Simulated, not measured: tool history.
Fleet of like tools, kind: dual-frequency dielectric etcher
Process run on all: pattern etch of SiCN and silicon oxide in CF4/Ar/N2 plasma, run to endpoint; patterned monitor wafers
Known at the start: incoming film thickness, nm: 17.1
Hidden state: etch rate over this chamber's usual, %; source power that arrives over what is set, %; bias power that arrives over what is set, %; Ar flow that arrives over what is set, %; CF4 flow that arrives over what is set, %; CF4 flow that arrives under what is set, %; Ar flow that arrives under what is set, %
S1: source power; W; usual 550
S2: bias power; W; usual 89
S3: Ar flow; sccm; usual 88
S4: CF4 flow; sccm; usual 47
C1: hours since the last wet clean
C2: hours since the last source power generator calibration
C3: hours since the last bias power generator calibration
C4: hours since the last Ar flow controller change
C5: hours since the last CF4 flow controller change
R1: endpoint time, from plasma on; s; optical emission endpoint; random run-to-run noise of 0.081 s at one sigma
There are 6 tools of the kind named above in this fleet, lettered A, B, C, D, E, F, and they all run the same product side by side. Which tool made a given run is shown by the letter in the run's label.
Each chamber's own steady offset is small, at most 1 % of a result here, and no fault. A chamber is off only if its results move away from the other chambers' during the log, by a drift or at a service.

{"run": "1D", "hour": 13.3, "S1": 550, "S2": 89, "S3": 88, "S4": 47, "C1": 88.2, "C2": 912.6, "C3": 3358.1, "C4": 2338.6, "C5": 1221, "R1": 16.093}
{"run": "2B", "hour": 24.3, "S1": 550, "S2": 89, "S3": 88, "S4": 47, "C1": 187, "C2": 2719.3, "C3": 1075.9, "C4": 1283.6, "C5": 2815.4, "R1": 16.072}
{"run": "3F", "hour": 32.1, "S1": 550, "S2": 89, "S3": 88, "S4": 47, "C1": 481.6, "C2": 2270.3, "C3": 367.5, "C4": 1664.8, "C5": 1873.2, "R1": 16.261}
{"run": "4A", "hour": 38.3, "S1": 550, "S2": 89, "S3": 88, "S4": 47, "C1": 278.3, "C2": 2688.5, "C3": 1867.8, "C4": 3370.6, "C5": 4572.7, "R1": 16.208}
{"run": "5C", "hour": 51.1, "S1": 550, "S2": 89, "S3": 88, "S4": 47, "C1": 197.2, "C2": 3416.2, "C3": 391.4, "C4": 1717, "C5": 2168.4, "R1": 15.953}
{"hour": 54.8, "done": "chamber F: wet clean of the chamber"}
{"run": "6E", "hour": 57.4, "S1": 640, "S2": 89, "S3": 88, "S4": 47, "C1": 318.9, "C2": 3854.1, "C3": 1635.1, "C4": 2182.8, "C5": 1913.6, "R1": 14.07}
{"run": "7B", "hour": 68.2, "S1": 640, "S2": 89, "S3": 88, "S4": 47, "C1": 230.9, "C2": 2763.2, "C3": 1119.8, "C4": 1327.5, "C5": 2859.3, "R1": 14.064}
{"run": "8F", "hour": 75.7, "S1": 640, "S2": 89, "S3": 88, "S4": 47, "C1": 21, "C2": 2313.9, "C3": 411.1, "C4": 1708.4, "C5": 1916.8, "R1": 14.165}
{"run": "9E", "hour": 88.6, "S1": 640, "S2": 89, "S3": 88, "S4": 47, "C1": 350.1, "C2": 3885.3, "C3": 1666.3, "C4": 2214, "C5": 1944.8, "R1": 13.928}
{"run": "10D", "hour": 100.9, "S1": 640, "S2": 89, "S3": 88, "S4": 47, "C1": 175.8, "C2": 1000.2, "C3": 3445.7, "C4": 2426.2, "C5": 1308.6, "R1": 14.224}
{"run": "11A", "hour": 107.0, "S1": 640, "S2": 89, "S3": 88, "S4": 47, "C1": 347, "C2": 2757.2, "C3": 1936.5, "C4": 3439.3, "C5": 4641.4, "R1": 14.037}
{"run": "12C", "hour": 116.7, "S1": 550, "S2": 89, "S3": 88, "S4": 47, "C1": 262.8, "C2": 3481.8, "C3": 457, "C4": 1782.6, "C5": 2234, "R1": 16.023}
{"run": "13E", "hour": 127.8, "S1": 550, "S2": 89, "S3": 88, "S4": 47, "C1": 389.3, "C2": 3924.5, "C3": 1705.5, "C4": 2253.2, "C5": 1984, "R1": 16.109}
{"run": "14C", "hour": 138.8, "S1": 550, "S2": 89, "S3": 88, "S4": 47, "C1": 284.9, "C2": 3503.9, "C3": 479.1, "C4": 1804.7, "C5": 2256.1, "R1": 16.09}
{"run": "15F", "hour": 145.0, "S1": 550, "S2": 89, "S3": 88, "S4": 47, "C1": 90.3, "C2": 2383.2, "C3": 480.4, "C4": 1777.7, "C5": 1986.1, "R1": 16.131}
{"run": "16B", "hour": 154.7, "S1": 550, "S2": 89, "S3": 88, "S4": 47, "C1": 317.4, "C2": 2849.7, "C3": 1206.3, "C4": 1414, "C5": 2945.8, "R1": 15.883}
{"run": "17A", "hour": 165.6, "S1": 550, "S2": 89, "S3": 88, "S4": 47, "C1": 405.6, "C2": 2815.8, "C3": 1995.1, "C4": 3497.9, "C5": 4700, "R1": 15.898}
{"run": "18D", "hour": 172.2, "S1": 550, "S2": 89, "S3": 88, "S4": 47, "C1": 247.1, "C2": 1071.5, "C3": 3517, "C4": 2497.5, "C5": 1379.9, "R1": 16.319}
{"run": "19D", "hour": 179.9, "S1": 550, "S2": 89, "S3": 88, "S4": 47, "C1": 254.8, "C2": 1079.2, "C3": 3524.7, "C4": 2505.2, "C5": 1387.6, "R1": 16.034}
{"run": "20A", "hour": 186.7, "S1": 550, "S2": 99, "S3": 88, "S4": 51, "C1": 426.7, "C2": 2836.9, "C3": 2016.2, "C4": 3519, "C5": 4721.1, "R1": 15.178}
{"run": "21F", "hour": 200.4, "S1": 550, "S2": 99, "S3": 88, "S4": 51, "C1": 145.7, "C2": 2438.6, "C3": 535.8, "C4": 1833.1, "C5": 2041.5, "R1": 15.293}
{"run": "22B", "hour": 213.8, "S1": 550, "S2": 99, "S3": 88, "S4": 51, "C1": 376.5, "C2": 2908.8, "C3": 1265.4, "C4": 1473.1, "C5": 3004.9, "R1": 14.978}
{"run": "23C", "hour": 220.7, "S1": 550, "S2": 99, "S3": 88, "S4": 51, "C1": 366.8, "C2": 3585.8, "C3": 561, "C4": 1886.6, "C5": 2338, "R1": 15.236}
{"hour": 227.8, "done": "chamber A: wet clean of the chamber"}
{"run": "24E", "hour": 231.2, "S1": 550, "S2": 99, "S3": 88, "S4": 51, "C1": 492.7, "C2": 4027.9, "C3": 1808.9, "C4": 2356.6, "C5": 2087.4, "R1": 15.192}
{"hour": 232.7, "done": "chamber E: wet clean of the chamber"}
{"run": "25A", "hour": 239.5, "S1": 550, "S2": 99, "S3": 88, "S4": 51, "C1": 11.8, "C2": 2889.7, "C3": 2069, "C4": 3571.8, "C5": 4773.9, "R1": 15.317}
{"run": "26B", "hour": 247.1, "S1": 550, "S2": 68, "S3": 76, "S4": 47, "C1": 409.8, "C2": 2942.1, "C3": 1298.7, "C4": 1506.4, "C5": 3038.2, "R1": 16.925}
{"run": "27F", "hour": 257.3, "S1": 550, "S2": 68, "S3": 76, "S4": 47, "C1": 202.6, "C2": 2495.5, "C3": 592.7, "C4": 1890, "C5": 2098.4, "R1": 17.361}
{"run": "28D", "hour": 264.4, "S1": 550, "S2": 68, "S3": 76, "S4": 47, "C1": 339.3, "C2": 1163.7, "C3": 3609.2, "C4": 2589.7, "C5": 1472.1, "R1": 17.194}
{"run": "29E", "hour": 270.6, "S1": 550, "S2": 68, "S3": 76, "S4": 47, "C1": 38, "C2": 4067.3, "C3": 1848.3, "C4": 2396, "C5": 2126.8, "R1": 17.164}
{"run": "30C", "hour": 283.0, "S1": 550, "S2": 68, "S3": 76, "S4": 47, "C1": 429.1, "C2": 3648.1, "C3": 623.3, "C4": 1948.9, "C5": 2400.3, "R1": 17.109}
{"run": "31B", "hour": 295.0, "S1": 550, "S2": 68, "S3": 76, "S4": 47, "C1": 457.7, "C2": 2990, "C3": 1346.6, "C4": 1554.3, "C5": 3086.1, "R1": 16.881}
{"run": "32C", "hour": 302.0, "S1": 550, "S2": 89, "S3": 88, "S4": 47, "C1": 448.1, "C2": 3667.1, "C3": 642.3, "C4": 1967.9, "C5": 2419.3, "R1": 15.906}
{"run": "33A", "hour": 312.2, "S1": 550, "S2": 89, "S3": 88, "S4": 47, "C1": 84.5, "C2": 2962.4, "C3": 2141.7, "C4": 3644.5, "C5": 4846.6, "R1": 16.015}
{"hour": 318.8, "done": "chamber E: Ar flow controller replaced"}
{"run": "34E", "hour": 325.7, "S1": 550, "S2": 89, "S3": 88, "S4": 47, "C1": 93.1, "C2": 4122.4, "C3": 1903.4, "C4": 7, "C5": 2181.9, "R1": 16.076}
{"run": "35F", "hour": 331.8, "S1": 550, "S2": 89, "S3": 88, "S4": 47, "C1": 277.1, "C2": 2570, "C3": 667.2, "C4": 1964.5, "C5": 2172.9, "R1": 16.126}
{"hour": 335.9, "done": "chamber D: wet clean of the chamber"}
{"run": "36D", "hour": 337.9, "S1": 550, "S2": 89, "S3": 88, "S4": 47, "C1": 2, "C2": 1237.2, "C3": 3682.7, "C4": 2663.2, "C5": 1545.6, "R1": 16.279}
{"run": "37C", "hour": 350.8, "S1": 550, "S2": 89, "S3": 88, "S4": 47, "C1": 496.9, "C2": 3715.9, "C3": 691.1, "C4": 2016.7, "C5": 2468.1, "R1": 15.925}
{"run": "38D", "hour": 359.1, "S1": 550, "S2": 89, "S3": 88, "S4": 47, "C1": 23.2, "C2": 1258.4, "C3": 3703.9, "C4": 2684.4, "C5": 1566.8, "R1": 16.17}
{"run": "39A", "hour": 365.3, "S1": 550, "S2": 89, "S3": 88, "S4": 47, "C1": 137.6, "C2": 3015.5, "C3": 2194.8, "C4": 3697.6, "C5": 4899.7, "R1": 16.014}
{"run": "40F", "hour": 373.7, "S1": 550, "S2": 89, "S3": 88, "S4": 47, "C1": 319, "C2": 2611.9, "C3": 709.1, "C4": 2006.4, "C5": 2214.8, "R1": 16.223}

The same settings go to every chamber for the next run, one line per chamber below. Forecast the results for each:
{"run": "41A", "hour": 383.8, "S1": 480, "S2": 89, "S3": 88, "S4": 47, "R1": "?"}
{"run": "41B", "hour": 383.8, "S1": 480, "S2": 89, "S3": 88, "S4": 47, "R1": "?"}
{"run": "41C", "hour": 383.8, "S1": 480, "S2": 89, "S3": 88, "S4": 47, "R1": "?"}
{"run": "41D", "hour": 383.8, "S1": 480, "S2": 89, "S3": 88, "S4": 47, "R1": "?"}
{"run": "41E", "hour": 383.8, "S1": 480, "S2": 89, "S3": 88, "S4": 47, "R1": "?"}
{"run": "41F", "hour": 383.8, "S1": 480, "S2": 89, "S3": 88, "S4": 47, "R1": "?"}

run=41A R1=18.037
run=41B R1=17.296
run=41C R1=17.996
run=41D R1=18.279
run=41E R1=18.141
run=41F R1=18.306
